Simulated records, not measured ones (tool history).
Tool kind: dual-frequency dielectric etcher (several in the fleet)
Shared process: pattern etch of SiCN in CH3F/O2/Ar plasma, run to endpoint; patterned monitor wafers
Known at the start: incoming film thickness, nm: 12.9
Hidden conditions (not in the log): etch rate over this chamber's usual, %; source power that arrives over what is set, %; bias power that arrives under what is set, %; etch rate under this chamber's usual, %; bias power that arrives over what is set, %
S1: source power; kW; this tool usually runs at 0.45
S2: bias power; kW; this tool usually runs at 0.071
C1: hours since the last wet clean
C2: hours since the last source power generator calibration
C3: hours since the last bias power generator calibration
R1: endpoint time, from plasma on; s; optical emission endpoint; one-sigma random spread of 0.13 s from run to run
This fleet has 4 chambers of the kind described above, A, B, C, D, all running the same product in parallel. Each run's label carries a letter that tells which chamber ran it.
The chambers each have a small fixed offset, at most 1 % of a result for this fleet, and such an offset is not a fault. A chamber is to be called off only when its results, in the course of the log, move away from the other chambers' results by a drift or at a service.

Run 1C, hour 15.2: usual settings; C1 90.4; C2 386.1; C3 1252.5. Result: R1 32.996 s.
Run 2D, hour 28.1: usual settings; C1 102; C2 181.8; C3 2098.5. Result: R1 32.871 s.
Run 3A, hour 37.9: usual settings; C1 451.1; C2 3603.6; C3 772.6. Result: R1 33.118 s.
Run 4B, hour 49.6: usual settings; C1 378.4; C2 294; C3 3261.8. Result: R1 33.255 s.
Run 5B, hour 60.8: usual settings but S1 0.55 kW, S2 0.06 kW; C1 389.6; C2 305.2; C3 3273. Result: R1 32.598 s.
Run 6C, hour 68: usual settings but S1 0.55 kW, S2 0.06 kW; C1 143.2; C2 438.9; C3 1305.3. Result: R1 32.637 s.
At hour 75.8: chamber A: wet clean of the chamber.
Run 7A, hour 78.8: usual settings but S1 0.55 kW, S2 0.06 kW; C1 3.1; C2 3644.5; C3 813.5. Result: R1 32.529 s.
Run 8D, hour 90.1: usual settings but S1 0.55 kW, S2 0.06 kW; C1 164; C2 243.8; C3 2160.5. Result: R1 32.28 s.
Run 9C, hour 100.9: usual settings but S1 0.36 kW, S2 0.085 kW; C1 176.1; C2 471.8; C3 1338.2. Result: R1 34.002 s.
Run 10A, hour 113.7: usual settings but S1 0.36 kW, S2 0.085 kW; C1 38; C2 3679.4; C3 848.4. Result: R1 33.821 s.
Run 11D, hour 123.9: usual settings but S1 0.36 kW, S2 0.085 kW; C1 197.8; C2 277.6; C3 2194.3. Result: R1 33.629 s.
Run 12B, hour 138.1: usual settings but S1 0.36 kW, S2 0.085 kW; C1 466.9; C2 382.5; C3 3350.3. Result: R1 33.862 s.
Run 13B, hour 147: usual settings; C1 475.8; C2 391.4; C3 3359.2. Result: R1 33.547 s.
At hour 149.8: chamber A: source power generator calibrated.
Run 14C, hour 156.8: usual settings; C1 232; C2 527.7; C3 1394.1. Result: R1 33.122 s.
Run 15D, hour 166.7: usual settings; C1 240.6; C2 320.4; C3 2237.1. Result: R1 32.88 s.
At hour 172.5: chamber B: bias power generator calibrated.
Run 16A, hour 177.2: usual settings; C1 101.5; C2 27.4; C3 911.9. Result: R1 33.213 s.
Run 17A, hour 185.7: usual settings; C1 110; C2 35.9; C3 920.4. Result: R1 32.917 s.
Run 18B, hour 198.8: usual settings; C1 527.6; C2 443.2; C3 26.3. Result: R1 34.082 s.
Run 19D, hour 210.7: usual settings; C1 284.6; C2 364.4; C3 2281.1. Result: R1 32.693 s.
Run 20C, hour 219.5: usual settings but S1 0.39 kW; C1 294.7; C2 590.4; C3 1456.8. Result: R1 34.87 s.
Run 21A, hour 232.9: usual settings but S1 0.39 kW; C1 157.2; C2 83.1; C3 967.6. Result: R1 34.95 s.
Run 22C, hour 239.9: usual settings but S1 0.39 kW; C1 315.1; C2 610.8; C3 1477.2. Result: R1 35.001 s.
Run 23B, hour 250.7: usual settings but S1 0.39 kW; C1 579.5; C2 495.1; C3 78.2. Result: R1 36.467 s.
Run 24D, hour 265.5: usual settings; C1 339.4; C2 419.2; C3 2335.9. Result: R1 32.973 s.

Next, all 4 chambers run the settings below, one line each with question marks for the results. What does each chamber give?
Run 25A, hour 276.5: usual settings but S2 0.087 kW. Result: R1 ?.
Run 25B, hour 276.5: usual settings but S2 0.087 kW. Result: R1 ?.
Run 25C, hour 276.5: usual settings but S2 0.087 kW. Result: R1 ?.
Run 25D, hour 276.5: usual settings but S2 0.087 kW. Result: R1 ?.

run      R1
25A  30.788
25B  32.397
25C  30.517
25D  30.634
